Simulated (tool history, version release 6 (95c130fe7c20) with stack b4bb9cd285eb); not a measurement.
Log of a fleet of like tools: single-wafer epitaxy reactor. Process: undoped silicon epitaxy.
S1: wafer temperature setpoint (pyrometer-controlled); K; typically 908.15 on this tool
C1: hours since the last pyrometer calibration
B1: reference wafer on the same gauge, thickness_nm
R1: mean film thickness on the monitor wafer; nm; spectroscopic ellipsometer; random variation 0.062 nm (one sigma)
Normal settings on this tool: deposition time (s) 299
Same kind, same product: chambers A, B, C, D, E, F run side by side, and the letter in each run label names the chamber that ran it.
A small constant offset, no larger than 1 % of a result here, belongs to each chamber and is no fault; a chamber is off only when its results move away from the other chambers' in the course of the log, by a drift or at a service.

run 1F hour=7.8 | S1=908.15 deposition_time_(s)=299 | C1=269 | B1=35.197 | R1=36.259
run 2D hour=16.5 | S1=908.15 deposition_time_(s)=299 | C1=2007.6 | B1=35.204 | R1=36.165
run 3E hour=24.5 | S1=908.15 deposition_time_(s)=299 | C1=940.5 | B1=35.169 | R1=35.758
run 4C hour=30.5 | S1=908.15 deposition_time_(s)=299 | C1=2122.3 | B1=35.185 | R1=36.122
run 5A hour=37.3 | S1=908.15 deposition_time_(s)=299 | C1=1494.9 | B1=35.167 | R1=35.728
run 6B hour=45.8 | S1=908.15 deposition_time_(s)=299 | C1=370.8 | B1=35.159 | R1=36.133
run 7A hour=53.2 | S1=908.15 deposition_time_(s)=299 | C1=1510.8 | B1=35.138 | R1=35.779
run 8E hour=59.5 | S1=908.15 deposition_time_(s)=299 | C1=975.5 | B1=35.159 | R1=35.674
run 9D hour=67.5 | S1=908.15 deposition_time_(s)=299 | C1=2058.6 | B1=35.147 | R1=36.135
run 10B hour=76.2 | S1=908.15 deposition_time_(s)=299 | C1=401.2 | B1=35.135 | R1=35.924
run 11C hour=84.8 | S1=908.15 deposition_time_(s)=299 | C1=2176.6 | B1=35.137 | R1=36.078
run 12F hour=89 | S1=908.15 deposition_time_(s)=299 | C1=350.2 | B1=35.118 | R1=36.043
run 13E hour=95.2 | S1=908.15 deposition_time_(s)=299 | C1=1011.2 | B1=35.118 | R1=35.775
run 14D hour=103.8 | S1=908.15 deposition_time_(s)=299 | C1=2094.9 | B1=35.123 | R1=36.114
run 15B hour=108.5 | S1=908.15 deposition_time_(s)=299 | C1=433.5 | B1=35.115 | R1=35.996
run 16C hour=112.4 | S1=908.15 deposition_time_(s)=299 | C1=2204.2 | B1=35.091 | R1=36.003
run 17A hour=120.9 | S1=908.15 deposition_time_(s)=299 | C1=1578.5 | B1=35.11 | R1=35.705
run 18F hour=128.6 | S1=908.15 deposition_time_(s)=299 | C1=389.8 | B1=35.093 | R1=35.996
run 19A hour=137 | S1=908.15 deposition_time_(s)=299 | C1=1594.6 | B1=35.088 | R1=35.63
run 20F hour=144.8 | S1=908.15 deposition_time_(s)=299 | C1=406 | B1=35.083 | R1=36.05
run 21C hour=153.2 | S1=908.15 deposition_time_(s)=299 | C1=2245 | B1=35.067 | R1=36.003
run 22B hour=162 | S1=908.15 deposition_time_(s)=299 | C1=487 | B1=35.076 | R1=35.865
-- hour=162.9 chamber E: pyrometer calibrated
run 23E hour=168.4 | S1=908.15 deposition_time_(s)=299 | C1=5.6 | B1=35.067 | R1=35.656
run 24D hour=173.5 | S1=908.15 deposition_time_(s)=299 | C1=2164.6 | B1=35.053 | R1=36.018
run 25C hour=180.9 | S1=908.15 deposition_time_(s)=299 | C1=2272.7 | B1=35.054 | R1=36.047
run 26E hour=188.7 | S1=908.15 deposition_time_(s)=299 | C1=25.9 | B1=35.037 | R1=35.598
run 27D hour=197.5 | S1=908.15 deposition_time_(s)=329 | C1=2188.6 | B1=35.045 | R1=39.571
run 28F hour=203.7 | S1=908.15 deposition_time_(s)=329 | C1=464.9 | B1=35.032 | R1=39.553
run 29B hour=209.3 | S1=908.15 deposition_time_(s)=329 | C1=534.3 | B1=35.027 | R1=39.446
run 30A hour=213.3 | S1=908.15 deposition_time_(s)=329 | C1=1670.9 | B1=35.016 | R1=39.236
run 31B hour=221.7 | S1=908.15 deposition_time_(s)=329 | C1=546.7 | B1=35.012 | R1=39.493
run 32C hour=228.7 | S1=908.15 deposition_time_(s)=329 | C1=2320.5 | B1=35.016 | R1=39.55
run 33F hour=232.7 | S1=908.15 deposition_time_(s)=299 | C1=493.9 | B1=35.008 | R1=36.049
run 34E hour=237.2 | S1=908.15 deposition_time_(s)=299 | C1=74.4 | B1=35.005 | R1=35.533
run 35A hour=241.6 | S1=908.15 deposition_time_(s)=299 | C1=1699.2 | B1=34.992 | R1=35.604
run 36D hour=246.6 | S1=908.15 deposition_time_(s)=299 | C1=2237.7 | B1=34.998 | R1=36.004
run 37A hour=252.9 | S1=908.15 deposition_time_(s)=299 | C1=1710.5 | B1=34.983 | R1=35.582
run 38F hour=257.1 | S1=919.15 deposition_time_(s)=354 | C1=518.3 | B1=34.986 | R1=54.535
run 39E hour=261.6 | S1=919.15 deposition_time_(s)=354 | C1=98.8 | B1=34.985 | R1=53.618
run 40C hour=268.2 | S1=919.15 deposition_time_(s)=354 | C1=2360 | B1=34.972 | R1=54.547
run 41D hour=276.9 | S1=919.15 deposition_time_(s)=354 | C1=2268 | B1=34.984 | R1=54.352
run 42B hour=285.2 | S1=919.15 deposition_time_(s)=354 | C1=610.2 | B1=34.959 | R1=54.12
run 43A hour=292.1 | S1=919.15 deposition_time_(s)=354 | C1=1749.7 | B1=34.971 | R1=53.898
run 44B hour=297.8 | S1=908.15 deposition_time_(s)=299 | C1=622.8 | B1=34.946 | R1=35.863

Read the log: is a single chamber off, either drifting away or since a service, is the gauge that measures every chamber drifting, or is nothing wrong beyond small per-chamber offsets? Name any odd chamber and what most likely caused it.

No chamber is off; the gauge reading every chamber's wafers drifts, which makes the whole fleet appear to move together.
Likeliest cause: gauge reads low (%) = 0.707.

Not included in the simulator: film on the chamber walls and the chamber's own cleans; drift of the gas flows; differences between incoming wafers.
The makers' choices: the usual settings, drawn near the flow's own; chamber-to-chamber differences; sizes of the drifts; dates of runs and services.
